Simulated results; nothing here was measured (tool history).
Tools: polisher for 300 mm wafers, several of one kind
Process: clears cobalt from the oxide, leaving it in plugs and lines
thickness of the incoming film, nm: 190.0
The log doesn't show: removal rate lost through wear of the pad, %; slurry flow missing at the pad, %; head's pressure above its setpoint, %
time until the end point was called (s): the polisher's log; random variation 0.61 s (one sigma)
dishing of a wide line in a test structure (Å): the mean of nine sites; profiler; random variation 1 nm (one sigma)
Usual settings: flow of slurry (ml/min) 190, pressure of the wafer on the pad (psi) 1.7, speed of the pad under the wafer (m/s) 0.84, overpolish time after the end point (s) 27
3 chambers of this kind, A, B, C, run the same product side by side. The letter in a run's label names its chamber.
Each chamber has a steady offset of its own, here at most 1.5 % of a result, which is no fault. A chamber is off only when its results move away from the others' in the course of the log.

run   hour  flow of slurry (ml/min)  pressure of the wafer on the pad (psi)  speed of the pad under the wafer (m/s)  overpolish time after the end point (s)  wafers polished on this pad  hours since the slurry nozzle was cleaned  hours since the head pressure was calibrated  time until the end point was called (s)  dishing of a wide line in a test structure (Å)
 1B   15.3                      190                                     1.7                                    0.84                                       27                         1297                                      371.3                                         256.5                                   59.173                                          479.99
 2C   28.3                      190                                     1.7                                    0.84                                       27                          440                                       96.8                                          60.8                                   60.350                                          470.78
      30.2  -- chamber B: worn pad replaced by a new one
 3A   42.2                      190                                     1.7                                    0.84                                       27                          879                                      183.3                                         502.9                                   59.741                                          492.73
 4C   54.8                      190                                     1.7                                    0.84                                       27                          720                                      123.3                                          87.3                                   58.949                                          486.24
      62.2  -- chamber A: worn pad replaced by a new one
 5B   64.3                      190                                     1.7                                    0.84                                       27                          360                                      420.3                                         305.5                                   58.235                                          480.36
      67.9  -- chamber C: worn pad replaced by a new one
      73.4  -- chamber A: head pressure recalibrated
 6A   76.4                      190                                     1.7                                    0.84                                       27                          150                                      217.5                                           3.0                                   58.135                                          492.94
 7C   90.8                      190                                     1.7                                    0.84                                       27                          242                                      159.3                                         123.3                                   58.594                                          478.05
 8A  101.0                      190                                     1.7                                    0.84                                       27                          410                                      242.1                                          27.6                                   59.554                                          487.07
 9B  114.7                      190                                     1.7                                    0.84                                       27                          892                                      470.7                                         355.9                                   56.976                                          475.09
10A  126.9                      220                                     1.7                                    0.94                                       27                          683                                      268.0                                          53.5                                   51.772                                          494.91
11B  138.2                      220                                     1.7                                    0.94                                       27                         1141                                      494.2                                         379.4                                   51.718                                          506.05
     145.3  -- chamber C: worn pad replaced by a new one
12C  151.1                      220                                     1.7                                    0.94                                       27                           61                                      219.6                                         183.6                                   51.581                                          504.73
     157.9  -- chamber B: worn pad replaced by a new one
13C  162.0                      190                                     1.7                                    0.84                                       27                          177                                      230.5                                         194.5                                   59.044                                          462.28
14A  172.1                      190                                     1.7                                    0.84                                       27                         1161                                      313.2                                          98.7                                   59.859                                          477.69
     178.9  -- chamber A: worn pad replaced by a new one
15B  183.6                      190                                     1.7                                    0.84                                       27                          271                                      539.6                                         424.8                                   58.888                                          461.05
     185.1  -- chamber B: slurry nozzle cleaned
16B  193.2                      190                                     1.7                                    0.84                                       21                          372                                        8.1                                         434.4                                   58.744                                          417.60
17C  203.9                      190                                     1.7                                    0.84                                       21                          619                                      272.4                                         236.4                                   59.648                                          418.47
18A  215.0                      190                                     1.7                                    0.84                                       21                          381                                      356.1                                         141.6                                   58.893                                          420.56
19B  224.8                      190                                     1.7                                    0.84                                       27                          706                                       39.7                                         466.0                                   59.334                                          476.50
20A  233.8                      190                                     1.7                                    0.84                                       27                          580                                      374.9                                         160.4                                   58.207                                          495.69
     238.3  -- chamber C: worn pad replaced by a new one
21C  243.1                      170                                     1.7                                    0.84                                       39                           51                                      311.6                                         275.6                                   60.325                                          545.23
22A  258.3                      170                                     1.7                                    0.84                                       39                          838                                      399.4                                         184.9                                   59.636                                          562.13
23B  266.8                      170                                     1.7                                    0.84                                       39                         1150                                       81.7                                         508.0                                   59.065                                          548.16
24C  275.0                      190                                     1.7                                    0.84                                       27                          388                                      343.5                                         307.5                                   59.349                                          479.77
25C  287.6                      190                                     1.7                                    0.84                                       27                          521                                      356.1                                         320.1                                   59.305                                          469.57
     289.1  -- chamber B: worn pad replaced by a new one
26A  295.9                      245                                     1.7                                    0.84                                       27                         1235                                      437.0                                         222.5                                   56.312                                          470.35
     303.5  -- chamber A: worn pad replaced by a new one
27B  308.3                      245                                     1.7                                    0.84                                       27                          203                                      123.2                                         549.5                                   56.611                                          493.13
28A  323.7                      245                                     1.7                                    0.84                                       27                          214                                      464.8                                         250.3                                   57.147                                          492.93
     334.8  -- chamber C: worn pad replaced by a new one
29C  339.7                      190                                     1.2                                    0.84                                       27                           52                                      408.2                                         372.2                                   82.974                                          400.22
30B  346.6                      190                                     1.2                                    0.84                                       27                          607                                      161.5                                         587.8                                   84.849                                          392.88
31A  357.4                      190                                     1.2                                    0.84                                       27                          570                                      498.5                                         284.0                                   83.764                                          408.93
32B  365.2                      190                                     1.7                                    0.84                                       27                          803                                      180.1                                         606.4                                   57.962                                          461.72
33C  375.0                      190                                     1.7                                    0.84                                       27                          425                                      443.5                                         407.5                                   59.669                                          473.27
     381.3  -- chamber C: slurry nozzle cleaned
34A  382.9                      190                                     1.7                                    0.84                                       27                          839                                      524.0                                         309.5                                   59.011                                          475.69
35B  392.1                      190                                     1.7                                    0.84                                       27                         1088                                      207.0                                         633.3                                   59.699                                          470.06
     397.8  -- chamber A: worn pad replaced by a new one
36C  404.1                      190                                     1.7                                    0.84                                       27                          732                                       22.8                                         436.6                                   58.857                                          470.65
37C  414.7                      190                                     1.7                                    0.84                                       27                          844                                       33.4                                         447.2                                   59.059                                          478.59
38A  427.5                      190                                     1.7                                    0.84                                       27                          314                                      568.6                                         354.1                                   58.920                                          487.48
     432.1  -- chamber B: worn pad replaced by a new one
39B  437.6                      190                                     1.7                                    0.84                                       27                           58                                      252.5                                         678.8                                   58.192                                          458.99
40A  452.2                      190                                     1.7                                    0.84                                       27                          575                                      593.3                                         378.8                                   59.538                                          493.58

Is one chamber off against the others, does the gauge drift, or is nothing wrong? If a chamber is off, say which, and what the likeliest cause is.

No chamber stands off beyond its own small offset, and the gauge holds steady.
